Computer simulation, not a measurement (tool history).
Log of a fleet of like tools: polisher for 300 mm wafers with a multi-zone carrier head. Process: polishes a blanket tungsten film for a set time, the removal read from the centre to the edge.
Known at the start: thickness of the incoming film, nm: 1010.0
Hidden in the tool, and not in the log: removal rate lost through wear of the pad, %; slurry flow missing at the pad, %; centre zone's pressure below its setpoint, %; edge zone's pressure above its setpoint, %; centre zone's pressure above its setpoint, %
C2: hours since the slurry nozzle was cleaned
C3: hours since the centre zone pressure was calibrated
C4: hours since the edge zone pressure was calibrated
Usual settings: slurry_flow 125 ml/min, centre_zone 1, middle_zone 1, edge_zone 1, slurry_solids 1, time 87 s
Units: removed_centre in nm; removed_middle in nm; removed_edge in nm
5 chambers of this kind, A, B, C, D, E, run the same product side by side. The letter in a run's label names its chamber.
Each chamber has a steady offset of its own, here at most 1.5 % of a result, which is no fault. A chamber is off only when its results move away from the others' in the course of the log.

-- hour=1.9 chamber B: edge zone pressure recalibrated
run 1C hour=9.7 | slurry_flow=125 centre_zone=1 middle_zone=1 edge_zone=1 slurry_solids=1 time=87 | wafers_polished_on_this_pad=957 C2=288.1 C3=554.9 C4=115.5 | removed_centre=280.49 removed_middle=280.06 removed_edge=280.02
-- hour=16.3 chamber D: edge zone pressure recalibrated
run 2B hour=17.5 | slurry_flow=125 centre_zone=1 middle_zone=1 edge_zone=1 slurry_solids=1 time=87 | wafers_polished_on_this_pad=656 C2=149.9 C3=687.1 C4=15.7 | removed_centre=278.14 removed_middle=285.11 removed_edge=285.41
-- hour=19.2 chamber C: worn pad replaced by a new one
run 3E hour=24.2 | slurry_flow=125 centre_zone=1 middle_zone=1 edge_zone=1 slurry_solids=1 time=87 | wafers_polished_on_this_pad=961 C2=338 C3=305.3 C4=571.2 | removed_centre=281.66 removed_middle=276.77 removed_edge=287.26
-- hour=28.9 chamber D: worn pad replaced by a new one
-- hour=29.4 chamber E: edge zone pressure recalibrated
-- hour=31.6 chamber E: worn pad replaced by a new one
-- hour=32.3 chamber B: worn pad replaced by a new one
run 4A hour=35.2 | slurry_flow=125 centre_zone=1 middle_zone=1 edge_zone=1 slurry_solids=1 time=87 | wafers_polished_on_this_pad=840 C2=286.7 C3=305.7 C4=854.6 | removed_centre=283.26 removed_middle=286.35 removed_edge=285.59
-- hour=40.9 chamber A: worn pad replaced by a new one
run 5D hour=47 | slurry_flow=125 centre_zone=1 middle_zone=1 edge_zone=1 slurry_solids=1 time=87 | wafers_polished_on_this_pad=243 C2=86.3 C3=779.4 C4=30.8 | removed_centre=282.69 removed_middle=281.7 removed_edge=286.46
run 6E hour=53.1 | slurry_flow=125 centre_zone=1 middle_zone=1 edge_zone=1 slurry_solids=1 time=87 | wafers_polished_on_this_pad=290 C2=366.9 C3=334.2 C4=23.8 | removed_centre=281.11 removed_middle=283.78 removed_edge=284.28
run 7B hour=62.7 | slurry_flow=125 centre_zone=1 middle_zone=1 edge_zone=1 slurry_solids=1 time=87 | wafers_polished_on_this_pad=409 C2=195.1 C3=732.3 C4=60.9 | removed_centre=280.91 removed_middle=283.96 removed_edge=282.5
run 8A hour=72.6 | slurry_flow=125 centre_zone=1 middle_zone=1 edge_zone=1 slurry_solids=1 time=87 | wafers_polished_on_this_pad=425 C2=324.1 C3=343.1 C4=892 | removed_centre=289.26 removed_middle=282.14 removed_edge=284.78
run 9D hour=84.1 | slurry_flow=125 centre_zone=1 middle_zone=1 edge_zone=1 slurry_solids=1 time=87 | wafers_polished_on_this_pad=742 C2=123.4 C3=816.5 C4=67.9 | removed_centre=274.61 removed_middle=279.95 removed_edge=287.16
run 10C hour=92.5 | slurry_flow=125 centre_zone=1 middle_zone=1 edge_zone=1 slurry_solids=1 time=87 | wafers_polished_on_this_pad=984 C2=370.9 C3=637.7 C4=198.3 | removed_centre=275.63 removed_middle=285.3 removed_edge=278.24
-- hour=100.6 chamber A: worn pad replaced by a new one
-- hour=101.7 chamber C: worn pad replaced by a new one
run 11D hour=101.8 | slurry_flow=125 centre_zone=1 middle_zone=1 edge_zone=1 slurry_solids=1 time=87 | wafers_polished_on_this_pad=979 C2=141.1 C3=834.2 C4=85.6 | removed_centre=282.05 removed_middle=279.25 removed_edge=282.39
-- hour=102.3 chamber E: worn pad replaced by a new one
-- hour=105.1 chamber B: worn pad replaced by a new one
-- hour=105.2 chamber D: worn pad replaced by a new one
run 12B hour=109.8 | slurry_flow=125 centre_zone=1 middle_zone=1 edge_zone=1 slurry_solids=1 time=87 | wafers_polished_on_this_pad=63 C2=242.2 C3=779.4 C4=108 | removed_centre=275.19 removed_middle=282.43 removed_edge=276.44
run 13E hour=118.7 | slurry_flow=125 centre_zone=1 middle_zone=1 edge_zone=1 slurry_solids=1 time=87 | wafers_polished_on_this_pad=220 C2=432.5 C3=399.8 C4=89.4 | removed_centre=280.06 removed_middle=287.51 removed_edge=287.7
run 14A hour=127.4 | slurry_flow=125 centre_zone=1 middle_zone=1 edge_zone=1 slurry_solids=1 time=87 | wafers_polished_on_this_pad=360 C2=378.9 C3=397.9 C4=946.8 | removed_centre=283.9 removed_middle=285.8 removed_edge=282.18
run 15C hour=134.9 | slurry_flow=125 centre_zone=1 middle_zone=1 edge_zone=1 slurry_solids=1 time=87 | wafers_polished_on_this_pad=445 C2=413.3 C3=680.1 C4=240.7 | removed_centre=282.52 removed_middle=282.38 removed_edge=278.71
run 16E hour=143.9 | slurry_flow=125 centre_zone=1 middle_zone=1 edge_zone=1 slurry_solids=1 time=87 | wafers_polished_on_this_pad=559 C2=457.7 C3=425 C4=114.6 | removed_centre=279.41 removed_middle=282.22 removed_edge=285.15
-- hour=144.9 chamber A: centre zone pressure recalibrated
run 17C hour=151 | slurry_flow=125 centre_zone=1 middle_zone=1 edge_zone=1 slurry_solids=1 time=87 | wafers_polished_on_this_pad=662 C2=429.4 C3=696.2 C4=256.8 | removed_centre=284.88 removed_middle=281.9 removed_edge=280.44
run 18A hour=157.1 | slurry_flow=125 centre_zone=1 middle_zone=1 edge_zone=1 slurry_solids=1 time=87 | wafers_polished_on_this_pad=759 C2=408.6 C3=12.3 C4=976.5 | removed_centre=287.23 removed_middle=280.96 removed_edge=284.38
-- hour=162.1 chamber E: worn pad replaced by a new one
run 19D hour=165.8 | slurry_flow=125 centre_zone=1 middle_zone=1 edge_zone=1 slurry_solids=1 time=87 | wafers_polished_on_this_pad=814 C2=205.1 C3=898.2 C4=149.6 | removed_centre=280.46 removed_middle=280.24 removed_edge=279.29
-- hour=168.3 chamber B: worn pad replaced by a new one
-- hour=172.3 chamber A: worn pad replaced by a new one
run 20B hour=174.4 | slurry_flow=125 centre_zone=1 middle_zone=1 edge_zone=1 slurry_solids=1 time=87 | wafers_polished_on_this_pad=82 C2=306.8 C3=844 C4=172.6 | removed_centre=270.97 removed_middle=276.59 removed_edge=277.3
-- hour=181.2 chamber D: worn pad replaced by a new one
run 21A hour=182.7 | slurry_flow=125 centre_zone=1 middle_zone=0.88 edge_zone=0.95 slurry_solids=1 time=87 | wafers_polished_on_this_pad=140 C2=434.2 C3=37.9 C4=1002.1 | removed_centre=287.09 removed_middle=249.65 removed_edge=277.27
run 22E hour=187.9 | slurry_flow=125 centre_zone=1 middle_zone=0.88 edge_zone=0.95 slurry_solids=1 time=87 | wafers_polished_on_this_pad=347 C2=501.7 C3=469 C4=158.6 | removed_centre=279.8 removed_middle=251.56 removed_edge=278.51
-- hour=190 chamber C: worn pad replaced by a new one
run 23D hour=199.1 | slurry_flow=125 centre_zone=1 middle_zone=0.88 edge_zone=0.95 slurry_solids=1 time=87 | wafers_polished_on_this_pad=241 C2=238.4 C3=931.5 C4=182.9 | removed_centre=281.74 removed_middle=249.83 removed_edge=277.81
run 24C hour=210.7 | slurry_flow=125 centre_zone=1 middle_zone=0.88 edge_zone=0.95 slurry_solids=1 time=87 | wafers_polished_on_this_pad=278 C2=489.1 C3=755.9 C4=316.5 | removed_centre=279.49 removed_middle=248.48 removed_edge=271.67
run 25B hour=218.2 | slurry_flow=125 centre_zone=1 middle_zone=0.88 edge_zone=0.95 slurry_solids=1 time=87 | wafers_polished_on_this_pad=670 C2=350.6 C3=887.8 C4=216.4 | removed_centre=268.22 removed_middle=240.74 removed_edge=267.32
run 26E hour=227.2 | slurry_flow=125 centre_zone=1 middle_zone=1 edge_zone=1 slurry_solids=1 time=87 | wafers_polished_on_this_pad=874 C2=541 C3=508.3 C4=197.9 | removed_centre=280.31 removed_middle=282.45 removed_edge=284.04
-- hour=231.5 chamber E: worn pad replaced by a new one
-- hour=234.2 chamber A: worn pad replaced by a new one
-- hour=237.4 chamber B: worn pad replaced by a new one
run 27C hour=238.1 | slurry_flow=125 centre_zone=1 middle_zone=1 edge_zone=1 slurry_solids=1 time=87 | wafers_polished_on_this_pad=646 C2=516.5 C3=783.3 C4=343.9 | removed_centre=277.72 removed_middle=282.69 removed_edge=279.72
-- hour=241 chamber D: worn pad replaced by a new one
run 28D hour=249.8 | slurry_flow=125 centre_zone=1 middle_zone=1 edge_zone=1 slurry_solids=1 time=87 | wafers_polished_on_this_pad=118 C2=289.1 C3=982.2 C4=233.6 | removed_centre=282.66 removed_middle=283.14 removed_edge=286.24
-- hour=251.3 chamber D: slurry nozzle cleaned
run 29B hour=261.7 | slurry_flow=125 centre_zone=1 middle_zone=1 edge_zone=1 slurry_solids=1 time=87 | wafers_polished_on_this_pad=326 C2=394.1 C3=931.3 C4=259.9 | removed_centre=263.76 removed_middle=269.52 removed_edge=270.01
-- hour=263 chamber C: slurry nozzle cleaned
run 30A hour=268.3 | slurry_flow=125 centre_zone=1 middle_zone=1 edge_zone=1 slurry_solids=1 time=87 | wafers_polished_on_this_pad=458 C2=519.8 C3=123.5 C4=1087.7 | removed_centre=284.78 removed_middle=281.95 removed_edge=284.83
run 31D hour=280 | slurry_flow=125 centre_zone=1 middle_zone=1 edge_zone=1 slurry_solids=1 time=87 | wafers_polished_on_this_pad=524 C2=28.7 C3=1012.4 C4=263.8 | removed_centre=279.26 removed_middle=283.29 removed_edge=284.41
run 32E hour=285.1 | slurry_flow=125 centre_zone=1 middle_zone=1 edge_zone=1 slurry_solids=1 time=87 | wafers_polished_on_this_pad=720 C2=598.9 C3=566.2 C4=255.8 | removed_centre=278.32 removed_middle=288.21 removed_edge=284.74
-- hour=291.8 chamber C: worn pad replaced by a new one
-- hour=293.6 chamber E: worn pad replaced by a new one
run 33A hour=294.3 | slurry_flow=125 centre_zone=1 middle_zone=1 edge_zone=1 slurry_solids=1 time=87 | wafers_polished_on_this_pad=807 C2=545.8 C3=149.5 C4=1113.7 | removed_centre=285.19 removed_middle=288.96 removed_edge=283.96
-- hour=298.1 chamber A: worn pad replaced by a new one
run 34C hour=304.8 | slurry_flow=125 centre_zone=1 middle_zone=1 edge_zone=1 slurry_solids=1 time=87 | wafers_polished_on_this_pad=175 C2=41.9 C3=850 C4=410.6 | removed_centre=277.57 removed_middle=283.3 removed_edge=278.15
-- hour=309.8 chamber B: worn pad replaced by a new one
run 35B hour=310 | slurry_flow=125 centre_zone=1 middle_zone=1 edge_zone=1 slurry_solids=1 time=87 | wafers_polished_on_this_pad=3 C2=442.4 C3=979.6 C4=308.2 | removed_centre=260.16 removed_middle=265.35 removed_edge=268.61
run 36C hour=316.3 | slurry_flow=125 centre_zone=1 middle_zone=1 edge_zone=1 slurry_solids=1 time=87 | wafers_polished_on_this_pad=329 C2=53.4 C3=861.5 C4=422.1 | removed_centre=283.54 removed_middle=284.7 removed_edge=281.73
-- hour=319.7 chamber D: worn pad replaced by a new one
run 37B hour=324.9 | slurry_flow=125 centre_zone=1 middle_zone=1 edge_zone=1 slurry_solids=1 time=87 | wafers_polished_on_this_pad=203 C2=457.3 C3=994.5 C4=323.1 | removed_centre=256.77 removed_middle=262.17 removed_edge=269.49
run 38A hour=330.8 | slurry_flow=125 centre_zone=1 middle_zone=1 edge_zone=1 slurry_solids=1 time=87 | wafers_polished_on_this_pad=439 C2=582.3 C3=186 C4=1150.2 | removed_centre=288.02 removed_middle=282.22 removed_edge=284.34
run 39E hour=337.8 | slurry_flow=125 centre_zone=1 middle_zone=1 edge_zone=1 slurry_solids=1 time=87 | wafers_polished_on_this_pad=594 C2=651.6 C3=618.9 C4=308.5 | removed_centre=278.38 removed_middle=282.4 removed_edge=285.85
run 40D hour=348.6 | slurry_flow=125 centre_zone=1 middle_zone=1 edge_zone=1 slurry_solids=1 time=87 | wafers_polished_on_this_pad=389 C2=97.3 C3=1081 C4=332.4 | removed_centre=274.22 removed_middle=285.79 removed_edge=283.42

Is one chamber off against the others, does the gauge drift, or is nothing wrong? If a chamber is off, say which, and what the likeliest cause is.

Chamber B drifts away from the others.
Cause: slurry flow missing at the pad, % = 30.2.

Here are 4 candidates for chamber B's next run, each the usual settings with a change, their results left as question marks. Which one brings its results back in line with what the others give on the usual settings?
In line means no further than this from the other chambers' mean on the usual settings: removed_centre 12 nm; removed_middle 7.9 nm; removed_edge 7.4 nm
run 41B-1 hour=357.1 | slurry_flow=130 centre_zone=1.02 middle_zone=1.01 edge_zone=0.99 slurry_solids=1 time=92 | removed_centre=? removed_middle=? removed_edge=?
run 41B-2 hour=357.1 | slurry_flow=120 centre_zone=0.98 middle_zone=0.99 edge_zone=1.01 slurry_solids=1 time=82 | removed_centre=? removed_middle=? removed_edge=?
run 41B-3 hour=357.1 | slurry_flow=125 centre_zone=0.99 middle_zone=1 edge_zone=1 slurry_solids=1 time=85 | removed_centre=? removed_middle=? removed_edge=?
run 41B-4 hour=357.1 | slurry_flow=125 centre_zone=1.01 middle_zone=1 edge_zone=1 slurry_solids=1 time=89 | removed_centre=? removed_middle=? removed_edge=?

The other chambers' mean on the usual settings: removed_centre 280.77 nm; removed_middle 282.51 nm; removed_edge 283.16 nm
run=41B-1 removed_centre=280.3 removed_middle=280.54 removed_edge=282.06
run=41B-2 removed_centre=232.02 removed_middle=239.4 removed_edge=249.94
run=41B-3 removed_centre=247.01 removed_middle=253.76 removed_edge=259.92
run=41B-4 removed_centre=264.44 removed_middle=265.68 removed_edge=272.15
41B-1 brings the chamber back in line.
